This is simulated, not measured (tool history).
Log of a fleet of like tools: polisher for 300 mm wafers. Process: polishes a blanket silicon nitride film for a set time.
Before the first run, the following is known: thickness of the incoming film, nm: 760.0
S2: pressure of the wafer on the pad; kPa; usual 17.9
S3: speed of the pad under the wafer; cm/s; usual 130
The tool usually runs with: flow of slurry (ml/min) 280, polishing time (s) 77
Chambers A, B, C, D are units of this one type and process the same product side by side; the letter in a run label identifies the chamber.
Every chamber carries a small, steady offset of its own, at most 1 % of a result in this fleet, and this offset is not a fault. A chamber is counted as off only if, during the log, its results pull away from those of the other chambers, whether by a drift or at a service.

{"run": "1C", "hour": 9.0, "flow of slurry (ml/min)": 280, "S2": 17.9, "S3": 130, "polishing time (s)": 77, "film removed (nm)": 103.18}
{"hour": 10.5, "done": "chamber B: worn pad replaced by a new one"}
{"run": "2D", "hour": 17.9, "flow of slurry (ml/min)": 280, "S2": 17.9, "S3": 130, "polishing time (s)": 77, "film removed (nm)": 104.07}
{"run": "3A", "hour": 26.7, "flow of slurry (ml/min)": 280, "S2": 17.9, "S3": 130, "polishing time (s)": 77, "film removed (nm)": 105.62}
{"hour": 31.5, "done": "chamber A: worn pad replaced by a new one"}
{"hour": 38.7, "done": "chamber C: worn pad replaced by a new one"}
{"run": "4B", "hour": 40.2, "flow of slurry (ml/min)": 280, "S2": 17.9, "S3": 130, "polishing time (s)": 77, "film removed (nm)": 103.83}
{"run": "5B", "hour": 49.0, "flow of slurry (ml/min)": 280, "S2": 17.9, "S3": 130, "polishing time (s)": 77, "film removed (nm)": 103.9}
{"run": "6A", "hour": 59.0, "flow of slurry (ml/min)": 280, "S2": 17.9, "S3": 130, "polishing time (s)": 77, "film removed (nm)": 105.83}
{"hour": 61.7, "done": "chamber D: worn pad replaced by a new one"}
{"run": "7D", "hour": 72.5, "flow of slurry (ml/min)": 280, "S2": 17.9, "S3": 130, "polishing time (s)": 77, "film removed (nm)": 103.6}
{"run": "8C", "hour": 86.5, "flow of slurry (ml/min)": 280, "S2": 17.9, "S3": 130, "polishing time (s)": 77, "film removed (nm)": 103.09}
{"run": "9C", "hour": 93.5, "flow of slurry (ml/min)": 280, "S2": 17.9, "S3": 130, "polishing time (s)": 77, "film removed (nm)": 102.51}
{"hour": 94.6, "done": "chamber A: head pressure recalibrated"}
{"hour": 97.4, "done": "chamber B: worn pad replaced by a new one"}
{"run": "10B", "hour": 100.3, "flow of slurry (ml/min)": 280, "S2": 17.9, "S3": 130, "polishing time (s)": 77, "film removed (nm)": 103.8}
{"hour": 106.7, "done": "chamber C: worn pad replaced by a new one"}
{"hour": 106.9, "done": "chamber A: worn pad replaced by a new one"}
{"run": "11D", "hour": 109.3, "flow of slurry (ml/min)": 280, "S2": 17.9, "S3": 130, "polishing time (s)": 77, "film removed (nm)": 104.15}
{"run": "12A", "hour": 120.2, "flow of slurry (ml/min)": 280, "S2": 17.9, "S3": 130, "polishing time (s)": 77, "film removed (nm)": 103.72}
{"run": "13A", "hour": 131.6, "flow of slurry (ml/min)": 280, "S2": 17.9, "S3": 130, "polishing time (s)": 77, "film removed (nm)": 103.48}
{"hour": 144.2, "done": "chamber D: worn pad replaced by a new one"}
{"run": "14C", "hour": 145.1, "flow of slurry (ml/min)": 280, "S2": 17.9, "S3": 130, "polishing time (s)": 77, "film removed (nm)": 102.18}
{"run": "15B", "hour": 153.2, "flow of slurry (ml/min)": 280, "S2": 17.9, "S3": 130, "polishing time (s)": 77, "film removed (nm)": 105.27}
{"run": "16D", "hour": 160.7, "flow of slurry (ml/min)": 280, "S2": 17.9, "S3": 130, "polishing time (s)": 77, "film removed (nm)": 104.01}
{"run": "17C", "hour": 167.1, "flow of slurry (ml/min)": 280, "S2": 17.9, "S3": 130, "polishing time (s)": 77, "film removed (nm)": 103.41}
{"run": "18B", "hour": 180.9, "flow of slurry (ml/min)": 280, "S2": 17.9, "S3": 130, "polishing time (s)": 77, "film removed (nm)": 102.78}
{"hour": 187.4, "done": "chamber C: worn pad replaced by a new one"}
{"hour": 191.6, "done": "chamber A: worn pad replaced by a new one"}
{"hour": 192.5, "done": "chamber B: worn pad replaced by a new one"}
{"run": "19A", "hour": 194.8, "flow of slurry (ml/min)": 280, "S2": 17.9, "S3": 130, "polishing time (s)": 77, "film removed (nm)": 103.94}
{"run": "20D", "hour": 209.0, "flow of slurry (ml/min)": 280, "S2": 17.9, "S3": 130, "polishing time (s)": 77, "film removed (nm)": 105.0}
{"hour": 211.9, "done": "chamber D: worn pad replaced by a new one"}
{"run": "21A", "hour": 216.8, "flow of slurry (ml/min)": 280, "S2": 17.9, "S3": 130, "polishing time (s)": 77, "film removed (nm)": 101.83}
{"run": "22D", "hour": 224.2, "flow of slurry (ml/min)": 280, "S2": 17.9, "S3": 130, "polishing time (s)": 89, "film removed (nm)": 121.01}
{"hour": 227.7, "done": "chamber C: slurry nozzle cleaned"}
{"run": "23C", "hour": 234.8, "flow of slurry (ml/min)": 280, "S2": 17.9, "S3": 130, "polishing time (s)": 89, "film removed (nm)": 120.05}
{"run": "24B", "hour": 242.7, "flow of slurry (ml/min)": 280, "S2": 17.9, "S3": 130, "polishing time (s)": 89, "film removed (nm)": 120.57}
{"hour": 243.0, "done": "chamber B: head pressure recalibrated"}
{"run": "25D", "hour": 249.4, "flow of slurry (ml/min)": 280, "S2": 17.9, "S3": 130, "polishing time (s)": 89, "film removed (nm)": 120.82}
{"hour": 253.1, "done": "chamber C: worn pad replaced by a new one"}
{"run": "26A", "hour": 261.0, "flow of slurry (ml/min)": 280, "S2": 17.9, "S3": 130, "polishing time (s)": 77, "film removed (nm)": 104.1}
{"run": "27B", "hour": 268.3, "flow of slurry (ml/min)": 280, "S2": 17.9, "S3": 130, "polishing time (s)": 77, "film removed (nm)": 104.82}
{"hour": 271.5, "done": "chamber A: worn pad replaced by a new one"}
{"run": "28C", "hour": 281.5, "flow of slurry (ml/min)": 280, "S2": 17.9, "S3": 130, "polishing time (s)": 77, "film removed (nm)": 104.22}
{"hour": 282.9, "done": "chamber B: worn pad replaced by a new one"}
{"hour": 288.1, "done": "chamber D: worn pad replaced by a new one"}
{"run": "29C", "hour": 295.1, "flow of slurry (ml/min)": 280, "S2": 22.1, "S3": 130, "polishing time (s)": 94, "film removed (nm)": 157.62}
{"run": "30B", "hour": 309.4, "flow of slurry (ml/min)": 280, "S2": 22.1, "S3": 130, "polishing time (s)": 94, "film removed (nm)": 155.84}
{"hour": 316.4, "done": "chamber B: slurry nozzle cleaned"}
{"run": "31D", "hour": 316.4, "flow of slurry (ml/min)": 280, "S2": 22.1, "S3": 130, "polishing time (s)": 94, "film removed (nm)": 155.57}
{"run": "32A", "hour": 327.9, "flow of slurry (ml/min)": 280, "S2": 22.1, "S3": 130, "polishing time (s)": 94, "film removed (nm)": 156.08}
{"run": "33A", "hour": 335.1, "flow of slurry (ml/min)": 280, "S2": 17.9, "S3": 130, "polishing time (s)": 77, "film removed (nm)": 105.62}
{"run": "34D", "hour": 348.5, "flow of slurry (ml/min)": 280, "S2": 17.9, "S3": 130, "polishing time (s)": 77, "film removed (nm)": 104.94}
{"hour": 358.5, "done": "chamber B: worn pad replaced by a new one"}
{"run": "35B", "hour": 361.1, "flow of slurry (ml/min)": 280, "S2": 17.9, "S3": 130, "polishing time (s)": 77, "film removed (nm)": 102.56}

Decide between three cases: one chamber stands off from its peers, the gauge reading all wafers drifts, or nothing is wrong past each chamber's small offset. Where a chamber is off, say which and what most likely put it there.

Neither any chamber nor the gauge drifts; the chambers differ only by their own small, steady offsets.
